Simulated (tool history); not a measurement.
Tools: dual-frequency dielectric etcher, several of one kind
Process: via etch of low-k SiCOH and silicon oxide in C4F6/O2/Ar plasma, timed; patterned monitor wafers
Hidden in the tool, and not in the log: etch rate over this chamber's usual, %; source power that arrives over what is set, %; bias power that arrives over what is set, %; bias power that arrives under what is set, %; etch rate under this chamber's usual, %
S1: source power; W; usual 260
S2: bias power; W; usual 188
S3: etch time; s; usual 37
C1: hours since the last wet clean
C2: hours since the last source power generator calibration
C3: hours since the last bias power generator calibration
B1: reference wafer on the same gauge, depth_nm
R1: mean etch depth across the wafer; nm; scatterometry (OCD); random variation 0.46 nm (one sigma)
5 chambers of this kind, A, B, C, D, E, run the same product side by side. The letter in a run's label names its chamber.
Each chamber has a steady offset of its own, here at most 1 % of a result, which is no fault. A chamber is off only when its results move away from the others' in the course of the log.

run 1C hour=10.1 | S1=260 S2=188 S3=37 | C1=129.3 C2=603.5 C3=3114.1 | B1=87.663 | R1=75.748
run 2A hour=24.6 | S1=260 S2=188 S3=37 | C1=92.5 C2=1769.8 C3=566.1 | B1=87.468 | R1=75.894
-- hour=30.1 chamber D: source power generator calibrated
run 3D hour=36.9 | S1=260 S2=188 S3=37 | C1=275.5 C2=6.9 C3=45.1 | B1=87.701 | R1=75.562
-- hour=45.9 chamber B: bias power generator calibrated
run 4B hour=48.4 | S1=260 S2=188 S3=37 | C1=54.3 C2=162.4 C3=2.5 | B1=87.62 | R1=75.774
run 5E hour=60.3 | S1=260 S2=188 S3=37 | C1=292 C2=603.5 C3=402.9 | B1=87.505 | R1=74.976
run 6A hour=73.3 | S1=260 S2=188 S3=37 | C1=141.2 C2=1818.5 C3=614.8 | B1=87.661 | R1=74.639
run 7E hour=87.9 | S1=260 S2=188 S3=37 | C1=319.6 C2=631.1 C3=430.5 | B1=87.609 | R1=75.098
run 8B hour=97.1 | S1=260 S2=188 S3=37 | C1=103 C2=211.1 C3=51.2 | B1=87.652 | R1=75.822
run 9C hour=107.4 | S1=260 S2=211 S3=28.5 | C1=226.6 C2=700.8 C3=3211.4 | B1=87.643 | R1=59.589
run 10D hour=116.9 | S1=260 S2=211 S3=28.5 | C1=355.5 C2=86.9 C3=125.1 | B1=87.653 | R1=60.086
run 11A hour=124.4 | S1=260 S2=211 S3=28.5 | C1=192.3 C2=1869.6 C3=665.9 | B1=87.624 | R1=59.398
run 12D hour=132.6 | S1=260 S2=211 S3=28.5 | C1=371.2 C2=102.6 C3=140.8 | B1=87.553 | R1=59.066
run 13E hour=142.3 | S1=260 S2=211 S3=28.5 | C1=374 C2=685.5 C3=484.9 | B1=87.531 | R1=60.129
run 14B hour=156.6 | S1=260 S2=188 S3=37 | C1=162.5 C2=270.6 C3=110.7 | B1=87.57 | R1=75.492
-- hour=167.3 chamber E: wet clean of the chamber
run 15C hour=169.4 | S1=260 S2=188 S3=37 | C1=288.6 C2=762.8 C3=3273.4 | B1=87.545 | R1=75.257
run 16C hour=182.1 | S1=260 S2=188 S3=37 | C1=301.3 C2=775.5 C3=3286.1 | B1=87.596 | R1=75.303
run 17A hour=195.2 | S1=260 S2=188 S3=37 | C1=263.1 C2=1940.4 C3=736.7 | B1=87.491 | R1=76.379
run 18D hour=202.2 | S1=260 S2=188 S3=37 | C1=440.8 C2=172.2 C3=210.4 | B1=87.612 | R1=74.529
run 19E hour=213 | S1=260 S2=188 S3=37 | C1=45.7 C2=756.2 C3=555.6 | B1=87.698 | R1=74.589
run 20B hour=224.7 | S1=260 S2=164 S3=37 | C1=230.6 C2=338.7 C3=178.8 | B1=87.601 | R1=72.212
run 21A hour=235.2 | S1=260 S2=164 S3=37 | C1=303.1 C2=1980.4 C3=776.7 | B1=87.519 | R1=71.994
run 22B hour=246.9 | S1=260 S2=164 S3=37 | C1=252.8 C2=360.9 C3=201 | B1=87.644 | R1=72.131
run 23E hour=253.8 | S1=260 S2=164 S3=37 | C1=86.5 C2=797 C3=596.4 | B1=87.694 | R1=72.942
-- hour=260.3 chamber C: wet clean of the chamber
run 24D hour=263.2 | S1=260 S2=164 S3=37 | C1=501.8 C2=233.2 C3=271.4 | B1=87.643 | R1=70.034
run 25C hour=277.6 | S1=260 S2=188 S3=37 | C1=17.4 C2=871 C3=3381.6 | B1=87.553 | R1=75.051
-- hour=288.1 chamber C: bias power generator calibrated
run 26D hour=290.8 | S1=260 S2=188 S3=37 | C1=529.4 C2=260.8 C3=299 | B1=87.698 | R1=73.97
run 27E hour=304.7 | S1=260 S2=188 S3=37 | C1=137.4 C2=847.9 C3=647.3 | B1=87.636 | R1=75.882
run 28A hour=319.5 | S1=260 S2=188 S3=37 | C1=387.4 C2=2064.7 C3=861 | B1=87.548 | R1=75.483
run 29B hour=327.8 | S1=260 S2=188 S3=37 | C1=333.7 C2=441.8 C3=281.9 | B1=87.558 | R1=74.675
run 30C hour=339.8 | S1=260 S2=188 S3=37 | C1=79.6 C2=933.2 C3=51.7 | B1=87.587 | R1=74.794
run 31A hour=347.4 | S1=260 S2=188 S3=37 | C1=415.3 C2=2092.6 C3=888.9 | B1=87.643 | R1=75.459
run 32E hour=356.7 | S1=260 S2=188 S3=37 | C1=189.4 C2=899.9 C3=699.3 | B1=87.769 | R1=74.008
run 33D hour=369.2 | S1=260 S2=188 S3=37 | C1=607.8 C2=339.2 C3=377.4 | B1=87.611 | R1=72.146
run 34C hour=377.4 | S1=260 S2=188 S3=37 | C1=117.2 C2=970.8 C3=89.3 | B1=87.625 | R1=75.269
run 35B hour=385.9 | S1=300 S2=188 S3=42.5 | C1=391.8 C2=499.9 C3=340 | B1=87.631 | R1=91.454

Next, every chamber runs the same settings. What will each give?
run 36A hour=396.6 | S1=260 S2=188 S3=44 | R1=?
run 36B hour=396.6 | S1=260 S2=188 S3=44 | R1=?
run 36C hour=396.6 | S1=260 S2=188 S3=44 | R1=?
run 36D hour=396.6 | S1=260 S2=188 S3=44 | R1=?
run 36E hour=396.6 | S1=260 S2=188 S3=44 | R1=?

run=36A R1=89.028
run=36B R1=90.764
run=36C R1=89.551
run=36D R1=85.603
run=36E R1=89.214

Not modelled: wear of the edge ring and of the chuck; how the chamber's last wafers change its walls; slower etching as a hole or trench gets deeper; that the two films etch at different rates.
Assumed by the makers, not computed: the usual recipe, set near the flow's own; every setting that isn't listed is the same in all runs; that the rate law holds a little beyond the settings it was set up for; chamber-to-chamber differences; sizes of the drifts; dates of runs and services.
